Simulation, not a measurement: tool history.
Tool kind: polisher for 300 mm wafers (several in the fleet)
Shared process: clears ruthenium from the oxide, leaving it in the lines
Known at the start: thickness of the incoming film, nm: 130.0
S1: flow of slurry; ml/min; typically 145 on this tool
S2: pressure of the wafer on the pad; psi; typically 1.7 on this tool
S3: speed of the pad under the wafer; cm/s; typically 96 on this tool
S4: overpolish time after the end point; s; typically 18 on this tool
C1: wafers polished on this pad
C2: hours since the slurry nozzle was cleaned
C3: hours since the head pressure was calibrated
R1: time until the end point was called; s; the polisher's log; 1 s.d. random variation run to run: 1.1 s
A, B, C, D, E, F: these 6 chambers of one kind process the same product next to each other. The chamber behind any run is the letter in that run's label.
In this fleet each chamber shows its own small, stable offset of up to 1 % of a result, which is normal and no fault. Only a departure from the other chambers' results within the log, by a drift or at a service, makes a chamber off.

Run 1E, hour 6: usual settings; C1 516; C2 248.8; C3 317.8. Result: R1 121.51 s.
At hour 8.6: chamber B: worn pad replaced by a new one.
Run 2C, hour 10.1: usual settings; C1 341; C2 130.4; C3 159.4. Result: R1 120.56 s.
Run 3D, hour 13.1: usual settings; C1 586; C2 234.8; C3 1017.6. Result: R1 120.43 s.
Run 4B, hour 18.3: usual settings; C1 83; C2 349.9; C3 1473.3. Result: R1 124.8 s.
Run 5F, hour 22.3: usual settings; C1 532; C2 259.5; C3 598.1. Result: R1 124.62 s.
Run 6A, hour 28: usual settings; C1 734; C2 165.6; C3 74.1. Result: R1 123.24 s.
Run 7E, hour 34.7: usual settings; C1 762; C2 277.5; C3 346.5. Result: R1 122.01 s.
Run 8B, hour 40.1: usual settings; C1 269; C2 371.7; C3 1495.1. Result: R1 122.62 s.
Run 9D, hour 45.4: usual settings; C1 863; C2 267.1; C3 1049.9. Result: R1 122.52 s.
At hour 49.7: chamber C: worn pad replaced by a new one.
Run 10C, hour 51.8: usual settings; C1 18; C2 172.1; C3 201.1. Result: R1 118.98 s.
Run 11A, hour 57.2: usual settings; C1 984; C2 194.8; C3 103.3. Result: R1 120.99 s.
Run 12F, hour 62.3: usual settings; C1 874; C2 299.5; C3 638.1. Result: R1 123.4 s.
At hour 63.5: chamber F: slurry nozzle cleaned.
At hour 63.9: chamber F: head pressure recalibrated.
Run 13D, hour 68.1: usual settings; C1 1057; C2 289.8; C3 1072.6. Result: R1 123.13 s.
Run 14B, hour 72.9: usual settings; C1 550; C2 404.5; C3 1527.9. Result: R1 122.21 s.
Run 15F, hour 77.9: usual settings; C1 1008; C2 14.4; C3 14. Result: R1 121.96 s.
Run 16E, hour 82.6: usual settings; C1 1172; C2 325.4; C3 394.4. Result: R1 122.32 s.
Run 17A, hour 86.5: usual settings but S1 130 ml/min, S2 1.3 psi; C1 1235; C2 224.1; C3 132.6. Result: R1 164.93 s.
Run 18C, hour 91.9: usual settings but S1 130 ml/min, S2 1.3 psi; C1 361; C2 212.2; C3 241.2. Result: R1 161.29 s.
Run 19B, hour 96.8: usual settings but S1 130 ml/min, S2 1.3 psi; C1 755; C2 428.4; C3 1551.8. Result: R1 161.9 s.
At hour 97.4: chamber E: worn pad replaced by a new one.
At hour 99.8: chamber D: worn pad replaced by a new one.
Run 20E, hour 101.7: usual settings but S1 130 ml/min, S2 1.3 psi; C1 37; C2 344.5; C3 413.5. Result: R1 163.57 s.
Run 21D, hour 106.3: usual settings but S1 130 ml/min, S2 1.3 psi; C1 56; C2 328; C3 1110.8. Result: R1 163.23 s.
At hour 111.8: chamber B: slurry nozzle cleaned.
Run 22F, hour 111.8: usual settings but S1 130 ml/min, S2 1.3 psi; C1 1298; C2 48.3; C3 47.9. Result: R1 167.91 s.
Run 23A, hour 117.2: usual settings but S3 108 cm/s; C1 1498; C2 254.8; C3 163.3. Result: R1 108.52 s.
At hour 119.9: chamber C: slurry nozzle cleaned.
Run 24C, hour 123.9: usual settings but S3 108 cm/s; C1 635; C2 4; C3 273.2. Result: R1 108.14 s.
At hour 126: chamber A: worn pad replaced by a new one.
Run 25B, hour 130.7: usual settings but S3 108 cm/s; C1 1045; C2 18.9; C3 1585.7. Result: R1 107.13 s.
Run 26C, hour 134.2: usual settings but S3 108 cm/s; C1 723; C2 14.3; C3 283.5. Result: R1 108.59 s.
Run 27F, hour 138.9: usual settings but S3 108 cm/s; C1 1530; C2 75.4; C3 75. Result: R1 112.63 s.
At hour 141.9: chamber C: worn pad replaced by a new one.
Run 28A, hour 141.9: usual settings but S3 108 cm/s; C1 136; C2 279.5; C3 188. Result: R1 108.52 s.
Run 29D, hour 147.8: usual settings; C1 411; C2 369.5; C3 1152.3. Result: R1 121.82 s.
At hour 148.6: chamber B: worn pad replaced by a new one.
Run 30E, hour 152.5: usual settings; C1 472; C2 395.3; C3 464.3. Result: R1 120.4 s.
Run 31E, hour 157: usual settings; C1 511; C2 399.8; C3 468.8. Result: R1 122.1 s.
At hour 157.5: chamber D: head pressure recalibrated.
Run 32F, hour 163.2: usual settings; C1 1738; C2 99.7; C3 99.3. Result: R1 126.59 s.
Run 33B, hour 169: usual settings; C1 175; C2 57.2; C3 1624. Result: R1 120.81 s.
Run 34D, hour 174.7: usual settings; C1 641; C2 396.4; C3 17.2. Result: R1 121.71 s.
Run 35C, hour 181.1: usual settings but S3 64 cm/s, S4 11 s; C1 335; C2 61.2; C3 330.4. Result: R1 181.59 s.
At hour 184.9: chamber E: head pressure recalibrated.
Run 36A, hour 186.6: usual settings but S3 64 cm/s, S4 11 s; C1 519; C2 324.2; C3 232.7. Result: R1 185.28 s.
Run 37F, hour 190.4: usual settings but S3 64 cm/s, S4 11 s; C1 1971; C2 126.9; C3 126.5. Result: R1 195.44 s.
Run 38E, hour 196.5: usual settings but S3 64 cm/s, S4 11 s; C1 849; C2 439.3; C3 11.6. Result: R1 184.33 s.

Is one chamber off against the others, does the gauge drift, or is nothing wrong? If a chamber is off, say which, and what the likeliest cause is.

One chamber, F, drifts off from the rest bit by bit.
Likeliest cause: removal rate lost through wear of the pad, % = 6.06.
From this log alone, it may not be told apart from: slurry flow missing at the pad, %; head's pressure below its setpoint, %.

Chamber F could run next with any of the 4 candidate recipes listed below; each alters the usual settings, and their results appear as question marks. Which one brings its results back in line with what the other chambers deliver on the usual settings?
In line here means within this much of the mean the other chambers give on the usual settings: R1 3.9 s
Run 39F-1, hour 201.4: usual settings but S2 1.8 psi, S3 102 cm/s. Result: R1 ?.
Run 39F-2, hour 201.4: usual settings but S3 86 cm/s. Result: R1 ?.
Run 39F-3, hour 201.4: usual settings but S2 1.6 psi. Result: R1 ?.
Run 39F-4, hour 201.4: usual settings but S1 215 ml/min. Result: R1 ?.

Other chambers, usual settings, mean: R1 122.06 s
  run      R1
39F-1  116.06
39F-2  145.81
39F-3  138.83
39F-4  123.21
39F-4 is the one that brings the chamber's results back in line with the other chambers.

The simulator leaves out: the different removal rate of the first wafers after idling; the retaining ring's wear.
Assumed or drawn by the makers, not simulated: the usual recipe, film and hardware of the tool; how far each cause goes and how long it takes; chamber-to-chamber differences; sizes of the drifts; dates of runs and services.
